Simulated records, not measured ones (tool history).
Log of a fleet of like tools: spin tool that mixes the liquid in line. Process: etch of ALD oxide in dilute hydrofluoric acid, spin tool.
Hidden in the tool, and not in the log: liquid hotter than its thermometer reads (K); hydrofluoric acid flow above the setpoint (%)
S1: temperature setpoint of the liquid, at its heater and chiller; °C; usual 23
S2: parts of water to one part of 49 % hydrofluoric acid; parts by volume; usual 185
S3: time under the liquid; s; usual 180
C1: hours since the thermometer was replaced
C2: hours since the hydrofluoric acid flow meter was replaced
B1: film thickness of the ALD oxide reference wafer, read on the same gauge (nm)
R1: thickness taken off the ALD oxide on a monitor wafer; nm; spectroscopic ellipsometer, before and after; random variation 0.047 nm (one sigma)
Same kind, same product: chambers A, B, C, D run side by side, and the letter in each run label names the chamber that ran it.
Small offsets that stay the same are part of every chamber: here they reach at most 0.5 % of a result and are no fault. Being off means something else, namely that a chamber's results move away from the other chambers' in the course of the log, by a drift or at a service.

| run | hour | S1 | S2 | S3 | C1 | C2 | B1 | R1 |
|---|---|---|---|---|---|---|---|---|
| 1C | 6.9 | 23 | 185 | 180 | 225.3 | 604.5 | 40.005 | 8.3764 |
| 2D | 19.8 | 23 | 185 | 180 | 451.3 | 332.9 | 39.998 | 8.3297 |
| 3B | 29.1 | 23 | 185 | 180 | 1273.1 | 2501.4 | 39.984 | 8.2911 |
| 4A | 43.1 | 23 | 185 | 180 | 1074.2 | 100.2 | 40.003 | 8.4012 |
|  | 44.0 | chamber B: hydrofluoric acid flow meter replaced |
| 5B | 50.7 | 23 | 185 | 180 | 1294.7 | 6.8 | 39.991 | 8.3373 |
| 6C | 60.4 | 23 | 185 | 180 | 278.8 | 658.0 | 40.008 | 8.4688 |
| 7D | 73.6 | 23 | 155 | 225 | 505.1 | 386.7 | 40.011 | 12.8280 |
| 8A | 86.4 | 23 | 155 | 225 | 1117.5 | 143.5 | 40.012 | 12.8000 |
| 9C | 98.9 | 23 | 155 | 225 | 317.3 | 696.5 | 39.991 | 12.7740 |
| 10A | 108.2 | 23 | 155 | 225 | 1139.3 | 165.3 | 40.012 | 12.8400 |
| 11B | 115.0 | 23 | 185 | 180 | 1359.0 | 71.1 | 39.986 | 8.4591 |
|  | 118.4 | chamber A: thermometer replaced |
| 12D | 129.3 | 18 | 185 | 180 | 560.8 | 442.4 | 40.001 | 6.8896 |
| 13C | 137.8 | 18 | 185 | 180 | 356.2 | 735.4 | 39.988 | 6.8729 |
| 14A | 152.5 | 18 | 185 | 180 | 34.2 | 209.6 | 39.995 | 6.8871 |
| 15D | 162.5 | 18 | 185 | 180 | 594.0 | 475.6 | 39.995 | 6.8609 |
| 16B | 177.1 | 23 | 185 | 180 | 1421.1 | 133.2 | 39.996 | 8.5569 |
| 17A | 187.4 | 23 | 185 | 180 | 69.1 | 244.5 | 39.985 | 8.4049 |
| 18D | 199.9 | 23 | 185 | 180 | 631.4 | 513.0 | 40.002 | 8.2335 |
| 19C | 215.2 | 23 | 185 | 180 | 433.6 | 812.8 | 40.002 | 8.2958 |
| 20B | 222.6 | 23 | 185 | 180 | 1466.6 | 178.7 | 40.008 | 8.7324 |
| 21D | 235.4 | 23 | 185 | 180 | 666.9 | 548.5 | 39.996 | 8.3404 |
| 22B | 244.9 | 23 | 185 | 180 | 1488.9 | 201.0 | 40.015 | 8.7840 |
| 23A | 253.0 | 23 | 185 | 180 | 134.7 | 310.1 | 39.983 | 8.3099 |
| 24C | 259.9 | 23 | 185 | 180 | 478.3 | 857.5 | 40.004 | 8.3654 |
| 25B | 274.0 | 23 | 185 | 180 | 1518.0 | 230.1 | 40.019 | 8.8556 |
| 26D | 282.9 | 23 | 185 | 180 | 714.4 | 596.0 | 39.992 | 8.3425 |
| 27C | 291.4 | 23 | 185 | 180 | 509.8 | 889.0 | 39.993 | 8.3766 |

Decide between three cases: one chamber stands off from its peers, the gauge reading all wafers drifts, or nothing is wrong past each chamber's small offset. Where a chamber is off, say which and what most likely put it there.

One chamber, B, drifts off from the rest bit by bit.
What lies behind it: liquid hotter than its thermometer reads (K) = 1.89.
With only this log, it may be confused with: hydrofluoric acid flow above the setpoint (%).

Chamber B could run next with any of the 4 candidate recipes listed below; each alters the usual settings, and their results appear as question marks. Which one brings its results back in line with what the other chambers deliver on the usual settings?
In line means no further than this from the other chambers' mean on the usual settings: R1 0.1600 nm
| 28B-1 | 302.4 | 23 | 185 | 200 |  |  |  | ? |
| 28B-2 | 302.4 | 23 | 180 | 185 |  |  |  | ? |
| 28B-3 | 302.4 | 23 | 185 | 160 |  |  |  | ? |
| 28B-4 | 302.4 | 23 | 190 | 175 |  |  |  | ? |

Average result of the remaining chambers running the usual settings: R1 8.3504 nm
| run | R1 |
|---|---|
| 28B-1 | 9.9298 |
| 28B-2 | 9.4913 |
| 28B-3 | 7.9438 |
| 28B-4 | 8.4146 |
28B-4 brings the chamber back in line.
